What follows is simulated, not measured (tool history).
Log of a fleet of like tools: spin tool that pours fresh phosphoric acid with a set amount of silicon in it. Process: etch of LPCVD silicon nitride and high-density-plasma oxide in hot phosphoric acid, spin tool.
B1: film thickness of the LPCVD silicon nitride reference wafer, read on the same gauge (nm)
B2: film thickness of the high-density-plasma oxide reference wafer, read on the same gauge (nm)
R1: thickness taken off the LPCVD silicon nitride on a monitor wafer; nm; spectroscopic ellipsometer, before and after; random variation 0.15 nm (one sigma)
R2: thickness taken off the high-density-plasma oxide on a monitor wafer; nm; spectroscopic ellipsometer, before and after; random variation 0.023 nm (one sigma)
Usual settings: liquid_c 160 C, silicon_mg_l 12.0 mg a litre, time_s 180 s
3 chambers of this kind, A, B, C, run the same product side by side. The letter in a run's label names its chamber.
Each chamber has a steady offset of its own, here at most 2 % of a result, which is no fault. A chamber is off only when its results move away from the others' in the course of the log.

{"run": "1B", "day": 0.15, "liquid_c": 160, "silicon_mg_l": 12.0, "time_s": 180, "B1": 139.99, "B2": 140.0, "R1": 15.494, "R2": 0.51851}
{"run": "2C", "day": 0.238, "liquid_c": 160, "silicon_mg_l": 12.0, "time_s": 180, "B1": 140.05, "B2": 139.97, "R1": 15.282, "R2": 0.51468}
{"run": "3A", "day": 0.412, "liquid_c": 160, "silicon_mg_l": 12.0, "time_s": 180, "B1": 140.0, "B2": 140.01, "R1": 15.394, "R2": 0.51588}
{"run": "4C", "day": 0.517, "liquid_c": 160, "silicon_mg_l": 12.0, "time_s": 180, "B1": 140.01, "B2": 139.98, "R1": 15.425, "R2": 0.48198}
{"run": "5A", "day": 0.642, "liquid_c": 160, "silicon_mg_l": 12.0, "time_s": 180, "B1": 139.97, "B2": 139.99, "R1": 15.573, "R2": 0.52488}
{"day": 0.721, "done": "chamber B: thermometer replaced"}
{"run": "6B", "day": 0.767, "liquid_c": 160, "silicon_mg_l": 12.0, "time_s": 180, "B1": 139.99, "B2": 139.97, "R1": 15.596, "R2": 0.48422}
{"run": "7B", "day": 0.871, "liquid_c": 160, "silicon_mg_l": 12.0, "time_s": 180, "B1": 140.01, "B2": 140.0, "R1": 15.597, "R2": 0.48984}
{"run": "8A", "day": 0.958, "liquid_c": 160, "silicon_mg_l": 12.0, "time_s": 180, "B1": 140.0, "B2": 140.04, "R1": 15.094, "R2": 0.50792}
{"run": "9C", "day": 1.042, "liquid_c": 160, "silicon_mg_l": 12.0, "time_s": 180, "B1": 140.03, "B2": 140.0, "R1": 15.323, "R2": 0.47479}
{"run": "10A", "day": 1.129, "liquid_c": 160, "silicon_mg_l": 12.0, "time_s": 180, "B1": 140.0, "B2": 139.97, "R1": 15.372, "R2": 0.48595}
{"run": "11C", "day": 1.221, "liquid_c": 160, "silicon_mg_l": 12.0, "time_s": 180, "B1": 139.94, "B2": 139.97, "R1": 15.225, "R2": 0.50996}
{"run": "12B", "day": 1.342, "liquid_c": 160, "silicon_mg_l": 12.0, "time_s": 250, "B1": 139.98, "B2": 139.99, "R1": 21.776, "R2": 0.67315}
{"run": "13B", "day": 1.521, "liquid_c": 160, "silicon_mg_l": 12.0, "time_s": 250, "B1": 139.98, "B2": 140.01, "R1": 20.924, "R2": 0.7234}
{"run": "14C", "day": 1.633, "liquid_c": 160, "silicon_mg_l": 12.0, "time_s": 250, "B1": 139.99, "B2": 139.97, "R1": 21.159, "R2": 0.74162}
{"run": "15A", "day": 1.783, "liquid_c": 160, "silicon_mg_l": 12.0, "time_s": 180, "B1": 139.96, "B2": 140.0, "R1": 15.405, "R2": 0.50191}
{"run": "16C", "day": 1.958, "liquid_c": 160, "silicon_mg_l": 12.0, "time_s": 180, "B1": 140.0, "B2": 139.98, "R1": 15.092, "R2": 0.46067}
{"run": "17B", "day": 2.129, "liquid_c": 160, "silicon_mg_l": 12.0, "time_s": 180, "B1": 139.99, "B2": 139.98, "R1": 15.383, "R2": 0.49551}
{"run": "18A", "day": 2.238, "liquid_c": 160, "silicon_mg_l": 20.5, "time_s": 125, "B1": 140.02, "B2": 140.0, "R1": 10.538, "R2": 0.25481}
{"run": "19B", "day": 2.317, "liquid_c": 160, "silicon_mg_l": 20.5, "time_s": 125, "B1": 140.04, "B2": 140.0, "R1": 10.684, "R2": 0.26325}
{"run": "20C", "day": 2.454, "liquid_c": 160, "silicon_mg_l": 20.5, "time_s": 125, "B1": 140.03, "B2": 140.01, "R1": 10.377, "R2": 0.24046}
{"run": "21A", "day": 2.546, "liquid_c": 160, "silicon_mg_l": 12.0, "time_s": 180, "B1": 140.0, "B2": 139.98, "R1": 15.566, "R2": 0.47684}
{"run": "22B", "day": 2.667, "liquid_c": 160, "silicon_mg_l": 12.0, "time_s": 180, "B1": 139.99, "B2": 140.03, "R1": 15.397, "R2": 0.51204}
{"run": "23A", "day": 2.758, "liquid_c": 160, "silicon_mg_l": 12.0, "time_s": 180, "B1": 140.03, "B2": 140.0, "R1": 15.537, "R2": 0.43917}
{"run": "24C", "day": 2.842, "liquid_c": 160, "silicon_mg_l": 12.0, "time_s": 180, "B1": 139.98, "B2": 140.01, "R1": 14.564, "R2": 0.48846}
{"run": "25B", "day": 3.008, "liquid_c": 160, "silicon_mg_l": 12.0, "time_s": 220, "B1": 140.0, "B2": 139.98, "R1": 18.506, "R2": 0.6161}
{"run": "26C", "day": 3.146, "liquid_c": 160, "silicon_mg_l": 12.0, "time_s": 220, "B1": 140.01, "B2": 140.03, "R1": 17.57, "R2": 0.58305}
{"run": "27A", "day": 3.238, "liquid_c": 160, "silicon_mg_l": 12.0, "time_s": 220, "B1": 140.02, "B2": 140.0, "R1": 18.728, "R2": 0.58673}
{"run": "28A", "day": 3.4, "liquid_c": 160, "silicon_mg_l": 12.0, "time_s": 180, "B1": 140.03, "B2": 140.05, "R1": 15.223, "R2": 0.48903}
{"run": "29B", "day": 3.567, "liquid_c": 160, "silicon_mg_l": 12.0, "time_s": 180, "B1": 139.98, "B2": 140.0, "R1": 15.24, "R2": 0.51479}
{"run": "30C", "day": 3.662, "liquid_c": 160, "silicon_mg_l": 12.0, "time_s": 180, "B1": 140.02, "B2": 140.02, "R1": 14.691, "R2": 0.45371}
{"run": "31C", "day": 3.804, "liquid_c": 160, "silicon_mg_l": 16.5, "time_s": 240, "B1": 139.95, "B2": 139.98, "R1": 19.559, "R2": 0.48533}
{"run": "32A", "day": 3.942, "liquid_c": 160, "silicon_mg_l": 16.5, "time_s": 240, "B1": 140.03, "B2": 140.02, "R1": 19.974, "R2": 0.56508}
{"run": "33B", "day": 4.038, "liquid_c": 160, "silicon_mg_l": 16.5, "time_s": 240, "B1": 140.03, "B2": 140.03, "R1": 20.503, "R2": 0.59403}
{"run": "34A", "day": 4.175, "liquid_c": 160, "silicon_mg_l": 12.0, "time_s": 180, "B1": 139.99, "B2": 140.03, "R1": 15.499, "R2": 0.50829}

Is one chamber off against the others, does the gauge drift, or is nothing wrong? If a chamber is off, say which, and what the likeliest cause is.

Chamber C drifts away from the others.
Cause: temperature lost on the way to the wafer (K) = 1.96.
The log may not tell that from: liquid colder than its thermometer reads (K).

Here are 4 candidates for chamber C's next run, each the usual settings with a change, their results left as question marks. Which one brings its results back in line with what the others give on the usual settings?
In line means no further than this from the other chambers' mean on the usual settings: R1 0.5300 nm; R2 0.07900 nm
{"run": "35C-1", "day": 4.308, "liquid_c": 159.5, "silicon_mg_l": 15.0, "time_s": 160, "R1": "?", "R2": "?"}
{"run": "35C-2", "day": 4.308, "liquid_c": 160.5, "silicon_mg_l": 10.5, "time_s": 190, "R1": "?", "R2": "?"}
{"run": "35C-3", "day": 4.308, "liquid_c": 160.5, "silicon_mg_l": 9.0, "time_s": 200, "R1": "?", "R2": "?"}
{"run": "35C-4", "day": 4.308, "liquid_c": 159.5, "silicon_mg_l": 13.5, "time_s": 170, "R1": "?", "R2": "?"}

The other chambers' mean on the usual settings: R1 15.3930 nm; R2 0.49495 nm
run=35C-1 R1=12.6150 R2=0.34800
run=35C-2 R1=15.4920 R2=0.49506
run=35C-3 R1=16.3070 R2=0.53868
run=35C-4 R1=13.4040 R2=0.38361
35C-2 brings the chamber back in line.
